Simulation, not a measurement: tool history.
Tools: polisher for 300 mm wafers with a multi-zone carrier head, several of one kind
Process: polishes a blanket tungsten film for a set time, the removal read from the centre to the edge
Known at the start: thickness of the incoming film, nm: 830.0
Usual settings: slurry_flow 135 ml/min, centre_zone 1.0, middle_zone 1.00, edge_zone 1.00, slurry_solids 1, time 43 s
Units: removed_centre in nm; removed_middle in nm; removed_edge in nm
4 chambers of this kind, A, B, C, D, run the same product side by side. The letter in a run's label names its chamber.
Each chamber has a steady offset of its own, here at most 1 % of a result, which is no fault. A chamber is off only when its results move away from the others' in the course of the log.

run	hour	slurry_flow	centre_zone	middle_zone	edge_zone	slurry_solids	time	removed_centre	removed_middle	removed_edge
1A	3.1	135	1.0	1.00	1.00	1	43	249.92	246.92	249.06
2C	9.1	135	1.0	1.00	1.00	1	43	252.36	251.29	253.15
3B	13.0	135	1.0	1.00	1.00	1	43	251.16	255.64	243.64
4D	20.2	135	1.0	1.00	1.00	1	43	244.11	255.81	248.76
5A	23.3	135	1.0	1.00	1.00	1	43	249.06	250.25	244.82
6C	28.6	135	1.0	1.00	1.00	1	43	251.46	251.69	252.88
7B	32.9	115	1.0	1.00	1.00	1	43	236.20	236.91	240.33
# hour 36.0: chamber B: slurry nozzle cleaned
8D	38.1	115	1.0	1.00	1.00	1	43	237.57	237.66	243.66
9B	41.9	115	1.0	1.00	1.00	1	43	240.52	242.38	241.51
# hour 42.3: chamber A: centre zone pressure recalibrated
10D	45.8	115	1.0	1.00	1.00	1	43	240.55	239.34	240.13
# hour 48.5: chamber C: centre zone pressure recalibrated
# hour 49.9: chamber A: worn pad replaced by a new one
# hour 51.4: chamber B: worn pad replaced by a new one
11A	53.0	135	1.0	1.00	1.00	1	43	247.87	249.87	254.67
12C	58.2	135	1.0	1.00	1.00	1	43	250.51	245.25	250.35
13A	61.4	135	1.0	1.00	1.00	1	43	245.03	252.82	254.91
# hour 64.0: chamber B: centre zone pressure recalibrated
14D	66.6	135	1.0	1.00	1.00	1	43	246.17	246.67	251.72
# hour 69.7: chamber C: worn pad replaced by a new one
15B	71.8	135	1.0	1.00	1.00	1	43	277.37	252.32	244.40
16C	79.0	135	1.0	1.00	1.00	1	43	248.35	254.68	246.96
17A	83.5	135	1.0	0.88	1.00	1	43	247.91	219.43	252.10
# hour 89.2: chamber D: worn pad replaced by a new one
18D	89.3	135	1.0	0.88	1.00	1	43	247.93	220.73	250.96
# hour 90.4: chamber D: edge zone pressure recalibrated
19C	94.7	135	1.0	0.88	1.00	1	43	250.60	219.00	249.54
20B	100.5	135	1.0	0.88	1.00	1	43	276.96	221.51	247.56
21B	104.1	135	1.0	1.00	1.00	1	43	278.96	251.99	247.08
22C	109.7	135	1.0	1.00	1.00	1	43	251.50	248.61	253.52
# hour 111.6: chamber A: worn pad replaced by a new one
23D	116.0	135	1.0	1.00	1.00	1	43	250.69	245.14	250.29
24A	122.6	135	1.0	1.00	1.00	1	43	250.65	250.82	249.03
25B	126.4	135	1.0	1.00	1.00	1	43	284.21	250.78	244.79
26A	132.7	135	1.0	1.00	1.00	1	43	250.14	253.48	250.37
27D	139.2	135	1.0	1.00	1.00	1	43	245.80	254.90	252.65
28C	145.3	135	1.0	1.00	1.00	1	43	246.50	251.32	250.38
# hour 145.5: chamber B: worn pad replaced by a new one
29B	148.8	135	1.0	1.00	1.00	1	43	284.99	247.42	244.55
30C	152.9	135	1.0	1.00	1.00	1	43	251.30	250.87	252.32
31D	159.7	135	1.0	1.00	1.00	1	43	248.76	246.00	248.06
32A	164.3	135	1.0	1.00	1.00	1	43	246.86	251.35	253.63
33D	169.4	135	1.0	1.00	1.00	1	43	247.65	247.64	248.79
34C	175.7	135	1.0	1.00	0.94	1	43	249.55	245.14	250.73
# hour 179.8: chamber A: worn pad replaced by a new one
35A	181.6	135	1.0	1.00	0.94	1	43	247.91	249.34	243.91
36B	185.8	135	1.0	1.00	0.94	1	43	279.41	254.70	240.05
37D	190.6	135	1.0	1.00	0.94	1	43	246.31	251.78	235.06

Next, every chamber runs the same settings. What will each give?
38A	195.8	135	0.9	1.00	1.00	1	43	?	?	?
38B	195.8	135	0.9	1.00	1.00	1	43	?	?	?
38C	195.8	135	0.9	1.00	1.00	1	43	?	?	?
38D	195.8	135	0.9	1.00	1.00	1	43	?	?	?

run	removed_centre	removed_middle	removed_edge
38A	222.37	258.25	251.51
38B	248.66	255.27	241.03
38C	223.10	251.39	248.78
38D	220.51	249.13	241.40
